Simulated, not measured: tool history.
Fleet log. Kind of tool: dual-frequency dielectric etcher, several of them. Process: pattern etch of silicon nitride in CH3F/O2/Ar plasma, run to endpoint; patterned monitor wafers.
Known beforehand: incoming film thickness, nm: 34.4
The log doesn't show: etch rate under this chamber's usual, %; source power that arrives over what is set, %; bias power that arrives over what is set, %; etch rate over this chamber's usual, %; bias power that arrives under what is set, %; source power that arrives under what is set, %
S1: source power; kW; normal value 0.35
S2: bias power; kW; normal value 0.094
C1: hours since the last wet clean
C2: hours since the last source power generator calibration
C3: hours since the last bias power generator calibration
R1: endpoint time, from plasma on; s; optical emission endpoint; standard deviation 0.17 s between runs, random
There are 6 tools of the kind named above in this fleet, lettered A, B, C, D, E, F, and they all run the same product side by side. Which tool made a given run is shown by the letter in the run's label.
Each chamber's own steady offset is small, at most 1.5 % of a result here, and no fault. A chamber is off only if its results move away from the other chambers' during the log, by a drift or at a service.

{"run": "1A", "hour": 9.2, "S1": 0.35, "S2": 0.094, "C1": 14.1, "C2": 861.6, "C3": 2613.5, "R1": 47.126}
{"run": "2C", "hour": 15.5, "S1": 0.35, "S2": 0.094, "C1": 281.7, "C2": 1532.4, "C3": 1748, "R1": 47.752}
{"run": "3D", "hour": 26.3, "S1": 0.35, "S2": 0.094, "C1": 410, "C2": 1588.2, "C3": 3428.4, "R1": 48.406}
{"run": "4B", "hour": 35.5, "S1": 0.35, "S2": 0.094, "C1": 464.1, "C2": 2309.9, "C3": 3098.9, "R1": 47.678}
{"run": "5F", "hour": 45.4, "S1": 0.35, "S2": 0.094, "C1": 494.7, "C2": 2020.7, "C3": 384, "R1": 47.509}
{"run": "6E", "hour": 56.6, "S1": 0.35, "S2": 0.094, "C1": 187.3, "C2": 1489, "C3": 5047.7, "R1": 47.544}
{"run": "7B", "hour": 64.8, "S1": 0.35, "S2": 0.094, "C1": 493.4, "C2": 2339.2, "C3": 3128.2, "R1": 47.586}
{"run": "8E", "hour": 75.9, "S1": 0.35, "S2": 0.094, "C1": 206.6, "C2": 1508.3, "C3": 5067, "R1": 47.429}
{"hour": 79.0, "done": "chamber D: wet clean of the chamber"}
{"run": "9C", "hour": 88.7, "S1": 0.35, "S2": 0.094, "C1": 354.9, "C2": 1605.6, "C3": 1821.2, "R1": 47.547}
{"run": "10F", "hour": 101.1, "S1": 0.35, "S2": 0.094, "C1": 550.4, "C2": 2076.4, "C3": 439.7, "R1": 47.698}
{"run": "11A", "hour": 107.9, "S1": 0.35, "S2": 0.094, "C1": 112.8, "C2": 960.3, "C3": 2712.2, "R1": 46.969}
{"hour": 109.6, "done": "chamber F: wet clean of the chamber"}
{"run": "12D", "hour": 117.2, "S1": 0.35, "S2": 0.094, "C1": 38.3, "C2": 1679.1, "C3": 3519.3, "R1": 48.131}
{"run": "13C", "hour": 125.8, "S1": 0.28, "S2": 0.074, "C1": 392, "C2": 1642.7, "C3": 1858.3, "R1": 56.498}
{"run": "14F", "hour": 136.6, "S1": 0.28, "S2": 0.074, "C1": 27.1, "C2": 2111.9, "C3": 475.2, "R1": 56.395}
{"run": "15A", "hour": 143.1, "S1": 0.28, "S2": 0.074, "C1": 148, "C2": 995.5, "C3": 2747.4, "R1": 55.655}
{"hour": 147.6, "done": "chamber C: wet clean of the chamber"}
{"run": "16D", "hour": 150.2, "S1": 0.28, "S2": 0.074, "C1": 71.3, "C2": 1712.1, "C3": 3552.3, "R1": 57.382}
{"run": "17E", "hour": 159.3, "S1": 0.28, "S2": 0.074, "C1": 290, "C2": 1591.7, "C3": 5150.4, "R1": 56.327}
{"run": "18B", "hour": 172.1, "S1": 0.28, "S2": 0.074, "C1": 600.7, "C2": 2446.5, "C3": 3235.5, "R1": 56.2}
{"hour": 179.9, "done": "chamber B: wet clean of the chamber"}
{"run": "19C", "hour": 184.7, "S1": 0.38, "S2": 0.114, "C1": 37.1, "C2": 1701.6, "C3": 1917.2, "R1": 42.972}
{"run": "20F", "hour": 192.0, "S1": 0.38, "S2": 0.114, "C1": 82.5, "C2": 2167.3, "C3": 530.6, "R1": 42.543}
{"run": "21A", "hour": 201.4, "S1": 0.38, "S2": 0.114, "C1": 206.3, "C2": 1053.8, "C3": 2805.7, "R1": 42.44}
{"run": "22E", "hour": 208.4, "S1": 0.38, "S2": 0.114, "C1": 339.1, "C2": 1640.8, "C3": 5199.5, "R1": 43.392}
{"run": "23B", "hour": 214.5, "S1": 0.38, "S2": 0.114, "C1": 34.7, "C2": 2488.9, "C3": 3277.9, "R1": 42.594}
{"run": "24D", "hour": 220.5, "S1": 0.38, "S2": 0.114, "C1": 141.6, "C2": 1782.4, "C3": 3622.6, "R1": 43.306}
{"run": "25C", "hour": 227.9, "S1": 0.35, "S2": 0.094, "C1": 80.3, "C2": 1744.8, "C3": 1960.4, "R1": 47.499}
{"run": "26A", "hour": 235.6, "S1": 0.35, "S2": 0.094, "C1": 240.5, "C2": 1088, "C3": 2839.9, "R1": 47.315}
{"run": "27D", "hour": 246.6, "S1": 0.35, "S2": 0.094, "C1": 167.7, "C2": 1808.5, "C3": 3648.7, "R1": 48.15}
{"run": "28B", "hour": 253.1, "S1": 0.35, "S2": 0.094, "C1": 73.3, "C2": 2527.5, "C3": 3316.5, "R1": 47.588}
{"run": "29E", "hour": 259.7, "S1": 0.35, "S2": 0.094, "C1": 390.4, "C2": 1692.1, "C3": 5250.8, "R1": 48.658}
{"run": "30F", "hour": 272.1, "S1": 0.35, "S2": 0.094, "C1": 162.6, "C2": 2247.4, "C3": 610.7, "R1": 47.444}
{"run": "31C", "hour": 282.1, "S1": 0.35, "S2": 0.094, "C1": 134.5, "C2": 1799, "C3": 2014.6, "R1": 47.844}
{"run": "32B", "hour": 295.5, "S1": 0.35, "S2": 0.094, "C1": 115.7, "C2": 2569.9, "C3": 3358.9, "R1": 47.322}
{"run": "33F", "hour": 304.6, "S1": 0.35, "S2": 0.094, "C1": 195.1, "C2": 2279.9, "C3": 643.2, "R1": 47.537}
{"run": "34E", "hour": 312.6, "S1": 0.35, "S2": 0.094, "C1": 443.3, "C2": 1745, "C3": 5303.7, "R1": 49.002}
{"run": "35A", "hour": 321.8, "S1": 0.41, "S2": 0.094, "C1": 326.7, "C2": 1174.2, "C3": 2926.1, "R1": 44.496}
{"run": "36D", "hour": 331.7, "S1": 0.41, "S2": 0.094, "C1": 252.8, "C2": 1893.6, "C3": 3733.8, "R1": 45.345}
{"run": "37B", "hour": 339.2, "S1": 0.41, "S2": 0.094, "C1": 159.4, "C2": 2613.6, "C3": 3402.6, "R1": 44.707}
{"run": "38F", "hour": 345.7, "S1": 0.41, "S2": 0.094, "C1": 236.2, "C2": 2321, "C3": 684.3, "R1": 44.625}
{"run": "39C", "hour": 354.0, "S1": 0.41, "S2": 0.094, "C1": 206.4, "C2": 1870.9, "C3": 2086.5, "R1": 45.117}

Predict what each chamber gives when all 6 of them run the settings below next.
{"run": "40A", "hour": 363.8, "S1": 0.35, "S2": 0.094, "R1": "?"}
{"run": "40B", "hour": 363.8, "S1": 0.35, "S2": 0.094, "R1": "?"}
{"run": "40C", "hour": 363.8, "S1": 0.35, "S2": 0.094, "R1": "?"}
{"run": "40D", "hour": 363.8, "S1": 0.35, "S2": 0.094, "R1": "?"}
{"run": "40E", "hour": 363.8, "S1": 0.35, "S2": 0.094, "R1": "?"}
{"run": "40F", "hour": 363.8, "S1": 0.35, "S2": 0.094, "R1": "?"}

run=40A R1=47.135
run=40B R1=47.318
run=40C R1=47.639
run=40D R1=47.991
run=40E R1=49.394
run=40F R1=47.226

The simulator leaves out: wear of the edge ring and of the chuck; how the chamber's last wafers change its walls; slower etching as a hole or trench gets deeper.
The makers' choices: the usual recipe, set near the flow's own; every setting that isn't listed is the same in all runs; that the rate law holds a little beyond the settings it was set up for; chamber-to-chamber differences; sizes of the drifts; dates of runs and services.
